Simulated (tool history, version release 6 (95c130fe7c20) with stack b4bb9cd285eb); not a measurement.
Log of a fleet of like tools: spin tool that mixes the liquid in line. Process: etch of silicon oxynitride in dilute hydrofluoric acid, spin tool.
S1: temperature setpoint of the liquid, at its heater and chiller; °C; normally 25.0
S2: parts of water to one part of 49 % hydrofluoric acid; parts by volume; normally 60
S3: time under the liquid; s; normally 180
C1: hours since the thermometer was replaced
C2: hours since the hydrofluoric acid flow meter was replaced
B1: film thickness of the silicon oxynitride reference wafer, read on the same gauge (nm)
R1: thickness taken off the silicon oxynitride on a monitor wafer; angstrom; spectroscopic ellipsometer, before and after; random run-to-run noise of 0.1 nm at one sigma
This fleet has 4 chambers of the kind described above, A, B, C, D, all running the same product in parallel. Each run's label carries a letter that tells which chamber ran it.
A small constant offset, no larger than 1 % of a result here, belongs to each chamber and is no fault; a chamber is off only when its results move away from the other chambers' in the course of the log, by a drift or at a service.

| run | hour | S1 | S2 | S3 | C1 | C2 | B1 | R1 |
|---|---|---|---|---|---|---|---|---|
| 1B | 12.0 | 25.0 | 60 | 180 | 1024.3 | 233.0 | 80.003 | 106.300 |
| 2A | 27.0 | 25.0 | 60 | 180 | 1960.4 | 57.9 | 79.998 | 104.300 |
| 3D | 36.4 | 25.0 | 60 | 180 | 595.5 | 382.9 | 80.010 | 105.570 |
| 4C | 48.2 | 25.0 | 60 | 180 | 251.3 | 82.2 | 79.976 | 106.110 |
| 5D | 55.8 | 25.0 | 60 | 180 | 614.9 | 402.3 | 80.028 | 105.070 |
|  | 63.9 | chamber B: thermometer replaced |
| 6A | 66.6 | 30.0 | 60 | 80 | 2000.0 | 97.5 | 80.012 | 59.750 |
| 7C | 78.2 | 30.0 | 60 | 80 | 281.3 | 112.2 | 79.962 | 59.178 |
| 8B | 90.4 | 30.0 | 60 | 80 | 26.5 | 311.4 | 80.063 | 59.771 |
| 9A | 104.2 | 30.0 | 60 | 80 | 2037.6 | 135.1 | 80.015 | 59.087 |
| 10B | 113.1 | 25.0 | 60 | 180 | 49.2 | 334.1 | 80.044 | 104.010 |
| 11C | 124.8 | 25.0 | 60 | 180 | 327.9 | 158.8 | 80.005 | 105.670 |
| 12D | 132.9 | 23.5 | 85 | 180 | 692.0 | 479.4 | 80.005 | 66.738 |
| 13D | 148.6 | 23.5 | 85 | 180 | 707.7 | 495.1 | 80.002 | 68.014 |
| 14A | 156.6 | 23.5 | 85 | 180 | 2090.0 | 187.5 | 79.995 | 67.756 |
| 15B | 170.1 | 23.5 | 85 | 180 | 106.2 | 391.1 | 79.969 | 68.705 |
| 16C | 180.3 | 25.0 | 75 | 180 | 383.4 | 214.3 | 80.042 | 83.919 |
| 17A | 194.9 | 25.0 | 75 | 180 | 2128.3 | 225.8 | 79.964 | 84.053 |
| 18C | 210.8 | 25.0 | 75 | 180 | 413.9 | 244.8 | 80.016 | 82.676 |
| 19B | 218.7 | 25.0 | 75 | 180 | 154.8 | 439.7 | 80.010 | 82.694 |
| 20D | 226.3 | 21.5 | 80 | 180 | 785.4 | 572.8 | 79.992 | 65.919 |
| 21A | 236.3 | 21.5 | 80 | 180 | 2169.7 | 267.2 | 79.985 | 66.651 |
| 22C | 244.9 | 21.5 | 80 | 180 | 448.0 | 278.9 | 79.975 | 66.507 |
| 23D | 260.2 | 21.5 | 80 | 180 | 819.3 | 606.7 | 80.013 | 66.402 |
| 24B | 276.3 | 25.0 | 60 | 180 | 212.4 | 497.3 | 79.982 | 107.840 |
| 25A | 287.3 | 25.0 | 60 | 180 | 2220.7 | 318.2 | 80.062 | 106.530 |
| 26C | 300.7 | 25.0 | 60 | 180 | 503.8 | 334.7 | 79.998 | 108.900 |
| 27D | 316.6 | 25.0 | 60 | 180 | 875.7 | 663.1 | 80.001 | 106.850 |
| 28B | 331.5 | 25.0 | 60 | 180 | 267.6 | 552.5 | 80.035 | 103.870 |
| 29C | 343.9 | 25.0 | 60 | 180 | 547.0 | 377.9 | 80.013 | 107.070 |
| 30A | 353.5 | 25.0 | 60 | 180 | 2286.9 | 384.4 | 80.023 | 105.600 |
| 31B | 367.1 | 25.0 | 60 | 180 | 303.2 | 588.1 | 79.973 | 104.410 |
| 32D | 383.3 | 25.0 | 60 | 180 | 942.4 | 729.8 | 79.989 | 104.260 |
| 33D | 393.3 | 25.0 | 40 | 180 | 952.4 | 739.8 | 79.972 | 158.390 |
| 34A | 408.1 | 25.0 | 40 | 180 | 2341.5 | 439.0 | 79.986 | 161.510 |
| 35C | 416.2 | 25.0 | 40 | 180 | 619.3 | 450.2 | 80.028 | 162.970 |
| 36B | 425.8 | 25.0 | 40 | 180 | 361.9 | 646.8 | 80.062 | 159.980 |
| 37A | 435.9 | 25.0 | 35 | 180 | 2369.3 | 466.8 | 80.013 | 184.990 |
| 38B | 444.2 | 25.0 | 35 | 180 | 380.3 | 665.2 | 80.027 | 184.800 |
| 39D | 456.3 | 25.0 | 35 | 180 | 1015.4 | 802.8 | 80.036 | 186.300 |
| 40C | 470.3 | 25.0 | 35 | 180 | 673.4 | 504.3 | 80.041 | 181.490 |

Is one chamber out of step, is the gauge drifting, or do the chambers differ by no more than their own small offsets? For an off chamber, give its letter and the likeliest cause.

No chamber stands off beyond its own small offset, and the gauge holds steady.
